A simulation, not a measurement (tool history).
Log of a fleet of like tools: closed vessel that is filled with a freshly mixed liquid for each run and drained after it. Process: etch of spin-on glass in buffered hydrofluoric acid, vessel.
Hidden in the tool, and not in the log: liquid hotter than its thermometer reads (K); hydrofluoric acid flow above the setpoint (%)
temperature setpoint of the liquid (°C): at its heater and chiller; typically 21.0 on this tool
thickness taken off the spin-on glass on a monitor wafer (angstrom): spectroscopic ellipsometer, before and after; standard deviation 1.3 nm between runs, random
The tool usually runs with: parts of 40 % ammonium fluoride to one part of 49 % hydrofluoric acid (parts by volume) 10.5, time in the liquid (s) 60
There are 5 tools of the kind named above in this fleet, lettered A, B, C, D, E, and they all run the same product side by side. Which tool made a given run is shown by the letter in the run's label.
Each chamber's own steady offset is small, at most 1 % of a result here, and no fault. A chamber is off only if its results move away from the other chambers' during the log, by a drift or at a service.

run,hour,temperature setpoint of the liquid (°C),parts of 40 % ammonium fluoride to one part of 49 % hydrofluoric acid (parts by volume),time in the liquid (s),hours since the thermometer was replaced,hours since the hydrofluoric acid flow meter was replaced,"read-back film thickness of the spin-on glass reference wafer, read on the same gauge (nm)",thickness taken off the spin-on glass on a monitor wafer (angstrom)
1A,3.0,21.0,10.5,60,639.7,187.9,70.017,1832.4
2B,5.9,21.0,10.5,60,2649.3,664.0,70.041,1827.4
3E,10.8,21.0,10.5,60,1127.2,686.2,69.998,1811.5
4C,14.3,21.0,10.5,60,309.9,209.4,69.962,1852.8
5D,17.8,21.0,10.5,60,1047.1,311.1,70.036,1793.6
6D,21.3,21.0,10.5,60,1050.6,314.6,69.992,1813.0
7A,25.4,19.5,10.5,85,662.1,210.3,69.918,2364.8
8C,30.8,19.5,10.5,85,326.4,225.9,69.984,2385.1
9B,36.5,19.5,10.5,85,2679.9,694.6,70.015,2405.9
10E,39.6,19.5,10.5,85,1156.0,715.0,70.027,2352.8
11A,44.7,19.5,10.5,85,681.4,229.6,69.979,2396.3
12B,49.8,21.0,10.5,60,2693.2,707.9,69.957,1846.2
13C,52.4,21.0,10.5,60,348.0,247.5,69.976,1823.7
14D,56.1,21.0,10.5,60,1085.4,349.4,70.053,1858.0
15E,61.4,21.0,10.5,60,1177.8,736.8,70.024,1807.3
16C,64.1,21.0,10.5,60,359.7,259.2,70.051,1853.9
17E,69.2,21.0,10.5,60,1185.6,744.6,69.995,1827.0
18B,72.5,21.0,10.5,60,2715.9,730.6,69.942,1844.6
19D,76.0,21.0,10.5,60,1105.3,369.3,69.983,1829.7
20A,79.5,21.0,10.5,60,716.2,264.4,69.954,1805.0
21C,83.5,21.0,10.5,60,379.1,278.6,70.063,1854.2
22E,88.0,21.0,10.5,60,1204.4,763.4,69.968,1811.1
23A,90.9,21.0,10.5,60,727.6,275.8,70.075,1807.3
24B,94.2,21.0,10.5,60,2737.6,752.3,70.018,1829.5
25D,97.6,21.0,10.5,60,1126.9,390.9,69.988,1812.7
26E,102.0,21.0,10.5,60,1218.4,777.4,69.992,1809.8
27D,107.8,21.0,10.5,60,1137.1,401.1,69.997,1792.8
28A,113.3,21.0,10.5,60,750.0,298.2,70.025,1814.0
29C,117.3,21.0,10.5,60,412.9,312.4,70.002,1896.2
30B,122.5,21.0,13.5,60,2765.9,780.6,70.019,1453.4
31B,127.3,21.0,13.5,60,2770.7,785.4,70.040,1441.2
32E,130.0,21.0,13.5,60,1246.4,805.4,69.990,1428.7
33C,132.7,21.0,13.5,60,428.3,327.8,70.053,1492.2
# hour 134.1: chamber D: thermometer replaced
34D,135.3,21.0,13.5,60,1.3,428.6,70.010,1428.4
35A,141.1,21.0,10.5,60,777.8,326.0,69.990,1823.7
# hour 141.3: chamber B: thermometer replaced
36D,146.4,21.0,10.5,60,12.4,439.7,70.046,1807.4
37C,151.8,21.0,10.5,60,447.4,346.9,69.993,1953.5
38B,155.3,21.0,10.5,60,14.0,813.4,70.000,1813.0
39A,160.8,21.0,10.5,60,797.5,345.7,69.958,1836.6

All 5 chambers run these settings next. Forecast each chamber's results:
40A,165.0,21.0,10.5,60,,,,?
40B,165.0,21.0,10.5,60,,,,?
40C,165.0,21.0,10.5,60,,,,?
40D,165.0,21.0,10.5,60,,,,?
40E,165.0,21.0,10.5,60,,,,?

run,thickness taken off the spin-on glass on a monitor wafer (angstrom)
40A,1814.1
40B,1836.1
40C,1939.8
40D,1806.1
40E,1791.1
